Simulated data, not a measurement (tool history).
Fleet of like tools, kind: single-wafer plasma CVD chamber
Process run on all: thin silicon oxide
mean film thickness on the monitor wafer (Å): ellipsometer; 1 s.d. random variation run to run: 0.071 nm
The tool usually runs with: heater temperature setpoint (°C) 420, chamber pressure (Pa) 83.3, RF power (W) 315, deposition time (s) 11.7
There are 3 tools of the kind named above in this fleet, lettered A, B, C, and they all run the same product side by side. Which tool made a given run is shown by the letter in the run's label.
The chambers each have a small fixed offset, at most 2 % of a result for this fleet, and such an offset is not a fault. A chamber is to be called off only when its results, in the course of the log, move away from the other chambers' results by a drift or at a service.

run,hour,heater temperature setpoint (°C),chamber pressure (Pa),RF power (W),deposition time (s),hours since the last thermocouple change,hours since the last RF generator calibration,hours since the last manometer calibration,"read-back reference wafer on the same gauge, thickness_nm",mean film thickness on the monitor wafer (Å)
1B,4.5,420,83.3,315,11.7,2288.1,854.8,555.3,16.679,169.18
2C,8.1,420,83.3,315,11.7,1501.1,137.9,905.6,16.710,171.29
3A,13.7,420,83.3,315,11.7,959.3,806.7,1059.6,16.705,166.90
# hour 18.6: chamber B: RF generator calibrated
4B,19.3,420,83.3,315,11.7,2302.9,0.7,570.1,16.708,168.46
5A,25.7,420,83.3,315,11.7,971.3,818.7,1071.6,16.700,166.01
6C,29.1,420,83.3,315,11.7,1522.1,158.9,926.6,16.695,170.22
7C,35.1,420,83.3,315,11.7,1528.1,164.9,932.6,16.706,170.12
8B,38.7,420,83.3,315,11.7,2322.3,20.1,589.5,16.701,167.05
9A,42.6,420,83.3,315,11.7,988.2,835.6,1088.5,16.689,168.15
10A,49.6,420,83.3,315,11.7,995.2,842.6,1095.5,16.685,167.76
11C,55.3,420,83.3,315,11.7,1548.3,185.1,952.8,16.709,170.23
12B,62.3,420,83.3,315,11.7,2345.9,43.7,613.1,16.697,167.54
13B,68.5,420,83.3,315,11.7,2352.1,49.9,619.3,16.704,168.00
14A,75.6,420,83.3,315,11.7,1021.2,868.6,1121.5,16.702,167.60
15C,79.5,420,83.3,315,11.7,1572.5,209.3,977.0,16.680,171.74
16C,83.4,420,83.3,315,11.7,1576.4,213.2,980.9,16.719,169.98
17B,89.0,420,83.3,315,11.7,2372.6,70.4,639.8,16.702,168.12
18A,95.6,420,100.0,315,10.8,1041.2,888.6,1141.5,16.690,188.24
19C,101.5,420,100.0,315,10.8,1594.5,231.3,999.0,16.686,192.39
20A,104.7,420,100.0,315,10.8,1050.3,897.7,1150.6,16.710,187.34
21B,108.6,420,83.3,315,11.7,2392.2,90.0,659.4,16.704,170.10
22A,115.2,420,76.8,315,11.7,1060.8,908.2,1161.1,16.693,152.85
23B,121.6,420,76.8,315,11.7,2405.2,103.0,672.4,16.681,154.01
24C,128.0,420,76.8,315,11.7,1621.0,257.8,1025.5,16.700,157.55
25C,133.4,420,83.3,315,11.7,1626.4,263.2,1030.9,16.708,173.43
# hour 133.9: chamber A: RF generator calibrated
26A,138.0,420,83.3,275,11.7,1083.6,4.2,1183.9,16.717,159.01
27B,142.8,420,83.3,275,11.7,2426.4,124.2,693.6,16.698,159.76
28C,146.1,420,83.3,275,11.7,1639.1,275.9,1043.6,16.695,165.28
29B,151.4,420,83.3,315,11.7,2435.0,132.8,702.2,16.688,170.33
30A,155.1,420,83.3,315,11.7,1100.7,21.3,1201.0,16.707,166.84
31C,161.0,420,83.3,315,11.7,1654.0,290.8,1058.5,16.709,175.63
32B,167.4,406,83.3,315,11.0,2451.0,148.8,718.2,16.708,159.30
33A,173.9,406,83.3,315,11.0,1119.5,40.1,1219.8,16.698,159.64
34A,179.0,406,83.3,315,11.0,1124.6,45.2,1224.9,16.687,158.72
35B,186.2,420,83.3,315,11.7,2469.8,167.6,737.0,16.705,168.40
36C,190.6,420,83.3,315,11.7,1683.6,320.4,1088.1,16.707,176.84
37B,196.2,420,83.3,315,11.7,2479.8,177.6,747.0,16.708,167.33
38C,202.2,420,83.3,280,11.7,1695.2,332.0,1099.7,16.721,169.78
39A,208.3,420,83.3,280,11.7,1153.9,74.5,1254.2,16.693,160.04
40B,211.9,420,83.3,280,11.7,2495.5,193.3,762.7,16.683,160.94
41A,219.4,420,83.3,315,11.7,1165.0,85.6,1265.3,16.708,167.41
42C,226.1,420,83.3,315,11.7,1719.1,355.9,1123.6,16.698,179.40
43B,231.2,420,83.3,315,11.7,2514.8,212.6,782.0,16.703,167.15
44A,237.6,420,83.3,315,11.7,1183.2,103.8,1283.5,16.697,167.95

Is one chamber off against the others, does the gauge drift, or is nothing wrong? If a chamber is off, say which, and what the likeliest cause is.

One chamber, C, drifts off from the rest bit by bit.
Cause: true pressure above the setpoint (%) = 5.51.

Which of the 4 candidates below, each the usual settings with something changed and its results left as question marks, puts chamber C back in line with what the other chambers give on the usual settings?
In-line tolerance around the mean of the other chambers on the usual settings: mean film thickness on the monitor wafer (Å) 2.50
45C-1,243.0,420,79.9,310,11.4,,,,,?
45C-2,243.0,420,83.3,315,12.2,,,,,?
45C-3,243.0,420,81.3,315,11.5,,,,,?
45C-4,243.0,420,86.8,320,12.0,,,,,?

On the usual settings, the other chambers give on average: mean film thickness on the monitor wafer (Å) 167.79
run,mean film thickness on the monitor wafer (Å)
45C-1,166.81
45C-2,188.07
45C-3,172.71
45C-4,194.49
It is 45C-1 that realigns the chamber with its peers.

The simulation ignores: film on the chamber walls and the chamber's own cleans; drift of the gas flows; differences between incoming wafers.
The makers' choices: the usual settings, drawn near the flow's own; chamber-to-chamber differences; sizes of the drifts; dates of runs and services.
